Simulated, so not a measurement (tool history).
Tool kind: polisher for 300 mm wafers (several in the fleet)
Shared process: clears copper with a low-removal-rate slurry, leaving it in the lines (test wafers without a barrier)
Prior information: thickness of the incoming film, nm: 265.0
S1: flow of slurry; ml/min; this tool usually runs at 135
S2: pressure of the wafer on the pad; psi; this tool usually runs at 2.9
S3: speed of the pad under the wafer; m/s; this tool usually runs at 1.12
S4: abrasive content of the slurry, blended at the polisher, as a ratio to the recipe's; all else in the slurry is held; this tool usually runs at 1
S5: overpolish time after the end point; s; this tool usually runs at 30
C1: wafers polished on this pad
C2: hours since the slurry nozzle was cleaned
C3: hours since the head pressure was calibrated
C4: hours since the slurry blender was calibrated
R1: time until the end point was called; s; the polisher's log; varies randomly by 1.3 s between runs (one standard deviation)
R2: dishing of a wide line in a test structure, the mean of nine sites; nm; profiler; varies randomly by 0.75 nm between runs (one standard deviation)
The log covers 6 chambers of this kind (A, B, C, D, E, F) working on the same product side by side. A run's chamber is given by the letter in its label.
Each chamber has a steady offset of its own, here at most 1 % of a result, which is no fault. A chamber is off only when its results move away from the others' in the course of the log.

run	hour	S1	S2	S3	S4	S5	C1	C2	C3	C4	R1	R2
1D	3.7	135	2.9	1.12	1	30	208	338.7	137.4	223.7	74.842	63.364
2F	7.8	135	2.9	1.12	1	30	453	290.4	613.3	121.7	74.316	61.350
3A	10.0	135	2.9	1.12	1	30	395	242.2	858.9	285.3	74.523	61.746
# hour 13.6: chamber E: worn pad replaced by a new one
4E	14.2	135	2.9	1.12	1	30	8	245.7	520.8	201.0	73.155	63.150
5B	18.1	135	2.9	1.12	1	30	510	649.5	280.5	78.6	74.803	62.355
6C	21.9	135	2.9	1.12	1	30	1078	202.4	372.3	58.6	73.626	61.001
# hour 25.4: chamber F: worn pad replaced by a new one
# hour 25.8: chamber E: slurry blender recalibrated
7B	26.0	135	2.9	1.12	1	30	607	657.4	288.4	86.5	73.304	62.813
8A	28.6	135	2.9	1.12	1	30	623	260.8	877.5	303.9	73.980	61.602
9D	31.7	135	2.9	1.12	1	30	551	366.7	165.4	251.7	75.135	62.875
10F	35.1	135	2.9	1.12	1	30	119	317.7	640.6	149.0	75.405	61.165
11E	37.3	135	2.9	1.12	1	30	291	268.8	543.9	11.5	73.089	63.904
# hour 41.2: chamber F: slurry blender recalibrated
12C	41.2	135	2.9	1.12	1	30	1314	221.7	391.6	77.9	76.141	62.097
13C	44.2	135	2.3	1.12	1	30	1351	224.7	394.6	80.9	96.046	50.185
14B	48.2	135	2.3	1.12	1	30	879	679.6	310.6	108.7	90.633	50.512
15A	51.0	135	2.3	1.12	1	30	897	283.2	899.9	326.3	93.563	50.578
# hour 51.3: chamber A: worn pad replaced by a new one
16D	54.4	135	2.3	1.12	1	30	830	389.4	188.1	274.4	93.134	51.095
17F	57.2	135	2.3	1.12	1	30	390	339.8	662.7	16.1	92.158	51.371
18E	61.1	135	2.3	1.12	1	30	582	292.6	567.7	35.3	93.599	51.339
19E	65.4	135	2.9	1.12	1	30	635	296.9	572.0	39.6	72.963	63.113
20F	68.7	150	3.5	1.12	1	30	531	351.3	674.2	27.6	61.627	73.370
# hour 70.5: chamber B: worn pad replaced by a new one
21C	72.9	150	3.5	1.12	1	30	1703	253.4	423.3	109.6	62.194	72.083
# hour 76.4: chamber F: worn pad replaced by a new one
22B	77.0	150	3.5	1.12	1	30	80	708.4	339.4	137.5	59.651	74.022
23D	80.6	150	3.5	1.12	1	30	1151	415.6	214.3	300.6	60.116	73.524
# hour 82.7: chamber A: slurry nozzle cleaned
24A	83.3	150	3.5	1.12	1	30	393	0.6	932.2	358.6	61.285	73.248
25D	85.5	150	3.5	1.12	1	30	1211	420.5	219.2	305.5	61.819	73.173
# hour 86.5: chamber E: worn pad replaced by a new one
26F	89.1	135	2.9	1.12	1	30	155	371.7	694.6	48.0	75.188	62.171
27A	93.2	135	2.9	1.12	1	30	514	10.5	942.1	368.5	73.990	62.340
28C	96.5	135	2.9	1.12	1	30	1992	277.0	446.9	133.2	82.013	59.184
# hour 97.0: chamber D: worn pad replaced by a new one
29B	100.1	135	2.9	1.12	1	30	363	731.5	362.5	160.6	75.297	61.190
30E	103.5	135	2.9	1.12	1	30	209	335.0	610.1	77.7	73.452	62.221
31B	106.8	135	2.9	1.12	1	30	445	738.2	369.2	167.3	75.387	62.745
32E	108.8	135	2.9	1.12	1	30	274	340.3	615.4	83.0	74.972	62.919
33F	111.8	135	3.7	1.12	1	30	434	394.4	717.3	70.7	58.621	77.088
34D	115.3	135	3.7	1.12	1	30	225	450.3	249.0	335.3	58.635	76.814
# hour 118.0: chamber D: slurry blender recalibrated
35C	119.4	135	3.7	1.12	1	30	2273	299.9	469.8	156.1	63.478	72.686
36A	122.4	135	3.7	1.12	1	30	872	39.7	971.3	397.7	59.317	74.985
# hour 124.2: chamber F: worn pad replaced by a new one
37D	125.5	135	3.7	1.12	1	30	350	460.5	259.2	7.6	56.729	77.413
38E	128.2	135	3.7	1.12	1	30	511	359.7	634.8	102.4	57.251	77.714
39F	130.3	135	2.9	1.12	1	30	75	412.9	735.8	89.2	74.137	60.920
40C	133.3	135	2.9	1.12	1	30	2443	313.8	483.7	170.0	82.007	58.119
41A	135.6	135	2.9	0.84	1	24	1033	52.9	984.5	410.9	97.808	43.107
# hour 135.8: chamber B: slurry nozzle cleaned
42B	139.1	135	2.9	0.84	1	24	841	3.3	401.5	199.6	103.160	42.334
43A	141.3	135	2.9	0.84	1	24	1103	58.6	990.2	416.6	96.040	42.391

Next, all 6 chambers run the settings below, one line each with question marks for the results. What does each chamber give?
44A	144.4	135	2.9	1.12	1	36					?	?
44B	144.4	135	2.9	1.12	1	36					?	?
44C	144.4	135	2.9	1.12	1	36					?	?
44D	144.4	135	2.9	1.12	1	36					?	?
44E	144.4	135	2.9	1.12	1	36					?	?
44F	144.4	135	2.9	1.12	1	36					?	?

run	R1	R2
44A	76.059	70.244
44B	75.073	69.681
44C	79.815	66.789
44D	72.380	72.456
44E	73.381	73.405
44F	78.251	68.923
